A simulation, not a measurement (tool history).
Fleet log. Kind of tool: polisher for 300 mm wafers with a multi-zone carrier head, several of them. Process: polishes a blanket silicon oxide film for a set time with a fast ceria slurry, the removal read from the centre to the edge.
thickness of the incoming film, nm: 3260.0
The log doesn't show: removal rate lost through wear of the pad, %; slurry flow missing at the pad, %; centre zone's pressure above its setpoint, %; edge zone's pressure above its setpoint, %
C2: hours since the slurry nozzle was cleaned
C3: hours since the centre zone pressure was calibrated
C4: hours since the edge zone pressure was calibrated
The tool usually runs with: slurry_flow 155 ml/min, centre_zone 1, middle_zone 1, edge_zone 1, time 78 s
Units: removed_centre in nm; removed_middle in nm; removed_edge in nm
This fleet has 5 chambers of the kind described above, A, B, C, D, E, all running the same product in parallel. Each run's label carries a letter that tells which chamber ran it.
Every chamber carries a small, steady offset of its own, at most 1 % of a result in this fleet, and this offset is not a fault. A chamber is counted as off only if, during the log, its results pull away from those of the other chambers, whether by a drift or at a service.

-- hour=1 chamber A: edge zone pressure recalibrated
run 1C hour=4.8 | slurry_flow=155 centre_zone=1 middle_zone=1 edge_zone=1 time=78 | wafers_polished_on_this_pad=423 C2=154.2 C3=545.1 C4=272.8 | removed_centre=517.98 removed_middle=530.25 removed_edge=518.55
run 2D hour=11.4 | slurry_flow=155 centre_zone=1 middle_zone=1 edge_zone=1 time=78 | wafers_polished_on_this_pad=196 C2=378.9 C3=110.7 C4=1283.9 | removed_centre=510.06 removed_middle=531.39 removed_edge=516.17
run 3E hour=18.3 | slurry_flow=155 centre_zone=1 middle_zone=1 edge_zone=1 time=78 | wafers_polished_on_this_pad=579 C2=60.8 C3=1107.4 C4=456.5 | removed_centre=515.99 removed_middle=516.14 removed_edge=517.46
-- hour=19 chamber A: worn pad replaced by a new one
run 4A hour=26 | slurry_flow=155 centre_zone=1 middle_zone=1 edge_zone=1 time=78 | wafers_polished_on_this_pad=81 C2=78.5 C3=1107.8 C4=25.1 | removed_centre=522.32 removed_middle=518.94 removed_edge=518.17
-- hour=27.9 chamber C: worn pad replaced by a new one
run 5B hour=32.4 | slurry_flow=155 centre_zone=1 middle_zone=1 edge_zone=1 time=78 | wafers_polished_on_this_pad=731 C2=326.5 C3=776 C4=797.2 | removed_centre=508.35 removed_middle=517.6 removed_edge=527.14
run 6B hour=39.5 | slurry_flow=155 centre_zone=1 middle_zone=1 edge_zone=1 time=78 | wafers_polished_on_this_pad=813 C2=333.6 C3=783.1 C4=804.3 | removed_centre=527.39 removed_middle=515.99 removed_edge=519.39
run 7A hour=45.9 | slurry_flow=125 centre_zone=1 middle_zone=1 edge_zone=1 time=78 | wafers_polished_on_this_pad=310 C2=98.4 C3=1127.7 C4=45 | removed_centre=497.59 removed_middle=498.32 removed_edge=502.06
run 8E hour=54.2 | slurry_flow=125 centre_zone=1 middle_zone=1 edge_zone=1 time=78 | wafers_polished_on_this_pad=994 C2=96.7 C3=1143.3 C4=492.4 | removed_centre=496.97 removed_middle=491.12 removed_edge=493.1
-- hour=57.9 chamber D: worn pad replaced by a new one
run 9D hour=60.5 | slurry_flow=125 centre_zone=1 middle_zone=1 edge_zone=1 time=78 | wafers_polished_on_this_pad=30 C2=428 C3=159.8 C4=1333 | removed_centre=484.55 removed_middle=499.61 removed_edge=497.95
-- hour=60.8 chamber E: worn pad replaced by a new one
run 10C hour=64.8 | slurry_flow=125 centre_zone=1 middle_zone=1 edge_zone=1 time=78 | wafers_polished_on_this_pad=426 C2=214.2 C3=605.1 C4=332.8 | removed_centre=498.88 removed_middle=495.74 removed_edge=500.03
run 11C hour=69.4 | slurry_flow=125 centre_zone=1 middle_zone=1 edge_zone=1 time=78 | wafers_polished_on_this_pad=479 C2=218.8 C3=609.7 C4=337.4 | removed_centre=495.25 removed_middle=500.74 removed_edge=509.03
run 12B hour=73.3 | slurry_flow=155 centre_zone=1 middle_zone=1 edge_zone=1 time=78 | wafers_polished_on_this_pad=1203 C2=367.4 C3=816.9 C4=838.1 | removed_centre=524.78 removed_middle=524.08 removed_edge=522.48
-- hour=76 chamber B: worn pad replaced by a new one
run 13D hour=80.6 | slurry_flow=155 centre_zone=1 middle_zone=1 edge_zone=1 time=78 | wafers_polished_on_this_pad=262 C2=448.1 C3=179.9 C4=1353.1 | removed_centre=516.69 removed_middle=520.22 removed_edge=518.56
-- hour=83.3 chamber C: worn pad replaced by a new one
-- hour=84.5 chamber D: slurry nozzle cleaned
run 14A hour=89.1 | slurry_flow=190 centre_zone=1.1 middle_zone=1 edge_zone=1 time=78 | wafers_polished_on_this_pad=810 C2=141.6 C3=1170.9 C4=88.2 | removed_centre=606.89 removed_middle=551.73 removed_edge=545.25
run 15E hour=96.3 | slurry_flow=190 centre_zone=1.1 middle_zone=1 edge_zone=1 time=78 | wafers_polished_on_this_pad=411 C2=138.8 C3=1185.4 C4=534.5 | removed_centre=618.83 removed_middle=526.79 removed_edge=545.36
run 16D hour=100.3 | slurry_flow=190 centre_zone=1.1 middle_zone=1 edge_zone=1 time=78 | wafers_polished_on_this_pad=490 C2=15.9 C3=199.6 C4=1372.8 | removed_centre=595.23 removed_middle=541.54 removed_edge=536.38
run 17A hour=104.7 | slurry_flow=190 centre_zone=1.1 middle_zone=1 edge_zone=1 time=78 | wafers_polished_on_this_pad=990 C2=157.2 C3=1186.5 C4=103.8 | removed_centre=596.62 removed_middle=541.9 removed_edge=541.17
-- hour=107.7 chamber D: worn pad replaced by a new one
run 18E hour=113.1 | slurry_flow=190 centre_zone=1.1 middle_zone=1 edge_zone=1 time=78 | wafers_polished_on_this_pad=605 C2=155.6 C3=1202.2 C4=551.3 | removed_centre=601.17 removed_middle=534.19 removed_edge=541.18
run 19C hour=121.4 | slurry_flow=155 centre_zone=1 middle_zone=1 edge_zone=1 time=78 | wafers_polished_on_this_pad=440 C2=270.8 C3=661.7 C4=389.4 | removed_centre=522.91 removed_middle=510.93 removed_edge=522.08
run 20B hour=127.5 | slurry_flow=155 centre_zone=1 middle_zone=1 edge_zone=1 time=78 | wafers_polished_on_this_pad=594 C2=421.6 C3=871.1 C4=892.3 | removed_centre=519.64 removed_middle=521.09 removed_edge=535.88
-- hour=130.9 chamber D: edge zone pressure recalibrated
run 21D hour=134.7 | slurry_flow=155 centre_zone=1 middle_zone=1 edge_zone=1 time=78 | wafers_polished_on_this_pad=312 C2=50.3 C3=234 C4=3.8 | removed_centre=521.68 removed_middle=516.06 removed_edge=519.74
-- hour=139.5 chamber C: worn pad replaced by a new one
-- hour=139.8 chamber E: edge zone pressure recalibrated
run 22A hour=140.4 | slurry_flow=155 centre_zone=1 middle_zone=1 edge_zone=1 time=78 | wafers_polished_on_this_pad=1402 C2=192.9 C3=1222.2 C4=139.5 | removed_centre=528.57 removed_middle=523.95 removed_edge=514.23
-- hour=143.4 chamber C: centre zone pressure recalibrated
-- hour=144 chamber A: worn pad replaced by a new one
run 23B hour=149 | slurry_flow=155 centre_zone=1 middle_zone=1 edge_zone=1 time=78 | wafers_polished_on_this_pad=843 C2=443.1 C3=892.6 C4=913.8 | removed_centre=521.52 removed_middle=531.2 removed_edge=526.69
run 24C hour=157.5 | slurry_flow=155 centre_zone=1 middle_zone=1 edge_zone=1 time=78 | wafers_polished_on_this_pad=208 C2=306.9 C3=14.2 C4=425.5 | removed_centre=525.91 removed_middle=517.86 removed_edge=519.01
run 25E hour=162.3 | slurry_flow=155 centre_zone=1 middle_zone=1 edge_zone=1 time=78 | wafers_polished_on_this_pad=1173 C2=204.8 C3=1251.4 C4=22.5 | removed_centre=520.87 removed_middle=518.2 removed_edge=516.85
run 26B hour=168.2 | slurry_flow=155 centre_zone=1 middle_zone=1 edge_zone=1 time=78 | wafers_polished_on_this_pad=1065 C2=462.3 C3=911.8 C4=933 | removed_centre=528.13 removed_middle=518.64 removed_edge=527.6
-- hour=170.4 chamber D: worn pad replaced by a new one
run 27A hour=176.5 | slurry_flow=155 centre_zone=1 middle_zone=1 edge_zone=1 time=78 | wafers_polished_on_this_pad=375 C2=229 C3=1258.3 C4=175.6 | removed_centre=525.47 removed_middle=531.91 removed_edge=517.43
-- hour=178.3 chamber E: worn pad replaced by a new one
-- hour=179 chamber A: centre zone pressure recalibrated
-- hour=179.6 chamber E: centre zone pressure recalibrated
run 28E hour=183 | slurry_flow=155 centre_zone=1 middle_zone=1 edge_zone=1 time=78 | wafers_polished_on_this_pad=54 C2=225.5 C3=3.5 C4=43.2 | removed_centre=591.87 removed_middle=512.52 removed_edge=516.13
run 29C hour=188.8 | slurry_flow=155 centre_zone=1.04 middle_zone=1 edge_zone=1 time=78 | wafers_polished_on_this_pad=569 C2=338.2 C3=45.5 C4=456.8 | removed_centre=557.71 removed_middle=525.83 removed_edge=516.32
-- hour=191.1 chamber B: worn pad replaced by a new one
run 30D hour=197 | slurry_flow=155 centre_zone=1.04 middle_zone=1 edge_zone=1 time=78 | wafers_polished_on_this_pad=308 C2=112.6 C3=296.3 C4=66.1 | removed_centre=549.64 removed_middle=531.24 removed_edge=517.07
-- hour=204.3 chamber C: worn pad replaced by a new one
run 31E hour=205 | slurry_flow=155 centre_zone=1.04 middle_zone=1 edge_zone=1 time=78 | wafers_polished_on_this_pad=308 C2=247.5 C3=25.5 C4=65.2 | removed_centre=614.87 removed_middle=522.24 removed_edge=510.43
run 32B hour=209.1 | slurry_flow=155 centre_zone=1.04 middle_zone=1 edge_zone=1 time=78 | wafers_polished_on_this_pad=208 C2=503.2 C3=952.7 C4=973.9 | removed_centre=536.66 removed_middle=516.48 removed_edge=524.2
run 33C hour=213.5 | slurry_flow=155 centre_zone=1.04 middle_zone=1 edge_zone=1 time=78 | wafers_polished_on_this_pad=106 C2=362.9 C3=70.2 C4=481.5 | removed_centre=542.66 removed_middle=522.21 removed_edge=522.64
run 34D hour=219.3 | slurry_flow=155 centre_zone=0.92 middle_zone=1.05 edge_zone=1 time=78 | wafers_polished_on_this_pad=565 C2=134.9 C3=318.6 C4=88.4 | removed_centre=468.18 removed_middle=541.65 removed_edge=515.78
run 35A hour=223.5 | slurry_flow=155 centre_zone=0.92 middle_zone=1.05 edge_zone=1 time=78 | wafers_polished_on_this_pad=918 C2=276 C3=44.6 C4=222.6 | removed_centre=488.37 removed_middle=539.89 removed_edge=524.04
run 36A hour=231.1 | slurry_flow=155 centre_zone=0.92 middle_zone=1.05 edge_zone=1 time=78 | wafers_polished_on_this_pad=1006 C2=283.6 C3=52.2 C4=230.2 | removed_centre=476.23 removed_middle=555.07 removed_edge=530.32
-- hour=235.9 chamber D: worn pad replaced by a new one
run 37B hour=237.2 | slurry_flow=155 centre_zone=0.92 middle_zone=1.05 edge_zone=1 time=78 | wafers_polished_on_this_pad=533 C2=531.3 C3=980.8 C4=1002 | removed_centre=479.97 removed_middle=543.64 removed_edge=522.57
run 38E hour=246.3 | slurry_flow=155 centre_zone=0.92 middle_zone=1.05 edge_zone=1 time=78 | wafers_polished_on_this_pad=785 C2=288.8 C3=66.8 C4=106.5 | removed_centre=530.46 removed_middle=537.73 removed_edge=515.72
run 39C hour=251.3 | slurry_flow=155 centre_zone=1 middle_zone=1 edge_zone=1 time=78 | wafers_polished_on_this_pad=543 C2=400.7 C3=108 C4=519.3 | removed_centre=530.2 removed_middle=516.86 removed_edge=518.63
run 40D hour=257.4 | slurry_flow=155 centre_zone=0.89 middle_zone=1 edge_zone=1 time=97 | wafers_polished_on_this_pad=249 C2=173 C3=356.7 C4=126.5 | removed_centre=563.12 removed_middle=642.02 removed_edge=641.14
-- hour=263 chamber D: centre zone pressure recalibrated
run 41C hour=263.9 | slurry_flow=155 centre_zone=0.89 middle_zone=1 edge_zone=1 time=97 | wafers_polished_on_this_pad=688 C2=413.3 C3=120.6 C4=531.9 | removed_centre=583.41 removed_middle=650.94 removed_edge=650.4
run 42E hour=272.5 | slurry_flow=155 centre_zone=0.89 middle_zone=1 edge_zone=1 time=97 | wafers_polished_on_this_pad=1088 C2=315 C3=93 C4=132.7 | removed_centre=629.74 removed_middle=637.74 removed_edge=645.75
-- hour=279.3 chamber B: edge zone pressure recalibrated
run 43B hour=280.6 | slurry_flow=155 centre_zone=0.89 middle_zone=1 edge_zone=1 time=97 | wafers_polished_on_this_pad=1034 C2=574.7 C3=1024.2 C4=1.3 | removed_centre=550.51 removed_middle=644.41 removed_edge=657.83
run 44D hour=285.4 | slurry_flow=155 centre_zone=0.89 middle_zone=1 edge_zone=1 time=97 | wafers_polished_on_this_pad=572 C2=201 C3=22.5 C4=154.5 | removed_centre=561.56 removed_middle=632.1 removed_edge=642.38

The same settings go to every chamber for the next run, one line per chamber below. Forecast the results for each:
run 45A hour=292 | slurry_flow=155 centre_zone=1 middle_zone=1 edge_zone=1 time=78 | removed_centre=? removed_middle=? removed_edge=?
run 45B hour=292 | slurry_flow=155 centre_zone=1 middle_zone=1 edge_zone=1 time=78 | removed_centre=? removed_middle=? removed_edge=?
run 45C hour=292 | slurry_flow=155 centre_zone=1 middle_zone=1 edge_zone=1 time=78 | removed_centre=? removed_middle=? removed_edge=?
run 45D hour=292 | slurry_flow=155 centre_zone=1 middle_zone=1 edge_zone=1 time=78 | removed_centre=? removed_middle=? removed_edge=?
run 45E hour=292 | slurry_flow=155 centre_zone=1 middle_zone=1 edge_zone=1 time=78 | removed_centre=? removed_middle=? removed_edge=?

run=45A removed_centre=520.46 removed_middle=521.29 removed_edge=532.41
run=45B removed_centre=520.69 removed_middle=520.93 removed_edge=534.97
run=45C removed_centre=534.05 removed_middle=522.26 removed_edge=522.29
run=45D removed_centre=518.1 removed_middle=522.37 removed_edge=514.01
run=45E removed_centre=571.53 removed_middle=519.85 removed_edge=514.54
